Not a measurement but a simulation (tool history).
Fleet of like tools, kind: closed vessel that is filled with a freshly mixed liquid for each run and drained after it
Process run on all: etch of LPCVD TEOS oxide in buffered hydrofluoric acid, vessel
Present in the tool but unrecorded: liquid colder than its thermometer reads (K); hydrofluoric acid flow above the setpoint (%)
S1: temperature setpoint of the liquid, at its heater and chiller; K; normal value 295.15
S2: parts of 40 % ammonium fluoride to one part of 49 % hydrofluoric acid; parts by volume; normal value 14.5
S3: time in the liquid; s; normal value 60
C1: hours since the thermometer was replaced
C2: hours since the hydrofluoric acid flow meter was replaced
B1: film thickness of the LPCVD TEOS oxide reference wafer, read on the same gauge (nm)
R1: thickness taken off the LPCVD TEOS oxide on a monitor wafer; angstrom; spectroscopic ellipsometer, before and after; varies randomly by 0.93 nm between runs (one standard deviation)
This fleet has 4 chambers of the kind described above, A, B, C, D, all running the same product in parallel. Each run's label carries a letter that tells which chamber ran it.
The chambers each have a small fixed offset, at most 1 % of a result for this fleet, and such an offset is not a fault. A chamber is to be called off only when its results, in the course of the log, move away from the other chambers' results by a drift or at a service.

run	hour	S1	S2	S3	C1	C2	B1	R1
1D	7.1	295.15	14.5	60	560.9	197.5	90.005	1121.70
2C	15.5	295.15	14.5	60	348.6	1253.5	89.984	1119.40
3B	22.0	295.15	14.5	60	320.2	673.3	89.987	1129.70
4A	28.2	295.15	14.5	60	2363.5	285.8	89.987	1131.80
5D	37.1	295.15	14.5	60	590.9	227.5	89.974	1113.70
6C	41.8	295.15	14.5	60	374.9	1279.8	90.001	1132.80
7A	47.5	295.15	14.5	60	2382.8	305.1	89.997	1130.10
8B	56.3	295.15	14.5	60	354.5	707.6	90.009	1136.40
9D	60.8	295.15	14.5	60	614.6	251.2	90.015	1116.70
10C	65.4	295.15	14.5	70	398.5	1303.4	89.992	1313.70
11B	74.6	295.15	14.5	70	372.8	725.9	89.991	1315.80
12A	80.8	295.15	14.5	70	2416.1	338.4	89.996	1331.70
13A	89.3	295.15	14.5	70	2424.6	346.9	90.001	1324.90
14B	94.7	295.15	14.5	60	392.9	746.0	89.985	1134.60
# hour 95.4: chamber C: hydrofluoric acid flow meter replaced
15C	103.5	295.15	14.5	60	436.6	8.1	89.995	1111.90
16D	109.7	295.15	14.5	60	663.5	300.1	90.007	1130.40
17D	114.7	295.15	14.5	60	668.5	305.1	89.998	1139.40
18C	121.9	295.15	14.5	60	455.0	26.5	89.999	1128.00
19B	131.1	295.15	16.5	60	429.3	782.4	90.010	1005.40
20A	138.5	295.15	16.5	60	2473.8	396.1	89.998	1006.10
21D	144.7	295.15	16.5	60	698.5	335.1	90.003	1015.50
22C	151.2	295.15	16.5	60	484.3	55.8	90.000	985.34
23A	160.4	295.15	14.5	60	2495.7	418.0	89.993	1145.70
# hour 168.4: chamber A: thermometer replaced
24B	169.9	295.15	14.5	60	468.1	821.2	90.008	1138.70
25C	177.4	295.15	14.5	60	510.5	82.0	90.008	1130.90
26B	186.6	295.15	14.5	60	484.8	837.9	89.987	1124.80
27A	195.3	295.15	14.5	60	27.0	452.9	89.996	1134.60
28D	204.6	291.15	12.0	60	758.4	395.0	90.001	1125.90

Next, every chamber runs the same settings. What will each give?
29A	211.9	295.15	19.5	60				?
29B	211.9	295.15	19.5	60				?
29C	211.9	295.15	19.5	60				?
29D	211.9	295.15	19.5	60				?

run	R1
29A	839.25
29B	843.93
29C	830.44
29D	901.11
